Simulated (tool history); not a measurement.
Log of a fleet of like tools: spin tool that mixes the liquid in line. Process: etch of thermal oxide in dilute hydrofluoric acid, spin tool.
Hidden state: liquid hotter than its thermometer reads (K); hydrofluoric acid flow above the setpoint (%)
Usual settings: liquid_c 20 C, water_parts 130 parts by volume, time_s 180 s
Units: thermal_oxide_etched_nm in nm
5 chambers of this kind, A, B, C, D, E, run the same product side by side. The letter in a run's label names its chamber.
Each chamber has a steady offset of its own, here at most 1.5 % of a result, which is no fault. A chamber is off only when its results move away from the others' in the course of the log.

run	day	liquid_c	water_parts	time_s	hours since the thermometer was replaced	hours since the hydrofluoric acid flow meter was replaced	read-back film thickness of the thermal oxide reference wafer, read on the same gauge (nm)	thermal_oxide_etched_nm
# day 0.183: chamber E: hydrofluoric acid flow meter replaced
1D	0.325	20	130	180	1695.6	1038.7	49.979	5.5923
2A	0.762	20	130	180	277.6	529	50.011	5.496
3E	1.167	20	130	180	416.8	23.7	50.019	5.5258
4C	1.504	20	130	180	2158.3	464.7	49.995	5.5506
5B	1.946	20	130	180	231.8	147.6	49.98	5.5269
6E	2.358	20	70	270	445.4	52.3	50.047	16.563
7B	2.671	20	70	270	249.2	165	49.993	16.922
8A	2.896	20	70	270	328.8	580.2	50.036	16.5
9D	3.208	20	70	270	1764.8	1107.9	49.986	16.673
10C	3.454	20	70	270	2205.1	511.5	50.022	16.734
11C	3.85	20	130	180	2214.6	521	49.98	5.7221
12D	4.258	20	130	180	1790	1133.1	49.995	5.622
13B	4.667	20	130	180	297.1	212.9	49.989	5.5271
14E	4.954	20	130	145	507.7	114.6	50.028	4.4316
15A	5.438	20	130	145	389.8	641.2	49.983	4.4242
16A	5.658	20	130	145	395.1	646.5	50.003	4.4899
17E	6	20	130	145	532.8	139.7	49.961	4.4131
18B	6.329	20	130	145	337	252.8	50.004	4.5
19D	6.696	20	130	180	1848.5	1191.6	49.982	5.5149
20C	7.075	20	130	180	2292	598.4	50.005	5.8667
21C	7.438	20	130	180	2300.7	607.1	49.989	5.8395
# day 7.821: chamber A: thermometer replaced
22B	7.838	20	130	180	373.2	289	50.006	5.5795
23A	8.146	20	130	180	7.9	706.2	49.984	5.5497
24D	8.396	20	130	180	1889.3	1232.4	50.005	5.578
25E	8.758	20	130	180	599	205.9	49.947	5.4781
26B	9.088	20	130	180	403.2	319	50.017	5.5106
27A	9.362	20	130	180	37.1	735.4	50.023	5.4949
28D	9.662	21.5	130	180	1919.7	1262.8	49.986	5.8875
29E	10.133	21.5	130	180	632	238.9	49.991	5.8226
# day 10.204: chamber D: thermometer replaced
30C	10.5	21.5	130	180	2374.2	680.6	49.992	6.4117
31B	10.954	21.5	130	180	448	363.8	50.018	5.9464
32C	11.396	21.5	130	180	2395.7	702.1	49.948	6.4407
33A	11.7	20	130	180	93.2	791.5	50.027	5.4973
34D	12.15	20	130	180	46.7	1322.5	50.016	5.6023
35E	12.529	20	130	180	689.5	296.4	50.003	5.5003

All 5 chambers run these settings next. Forecast each chamber's results:
36A	12.883	24.5	130	180				?
36B	12.883	24.5	130	180				?
36C	12.883	24.5	130	180				?
36D	12.883	24.5	130	180				?
36E	12.883	24.5	130	180				?

run	thermal_oxide_etched_nm
36A	6.6237
36B	6.566
36C	7.2818
36D	6.6662
36E	6.6428
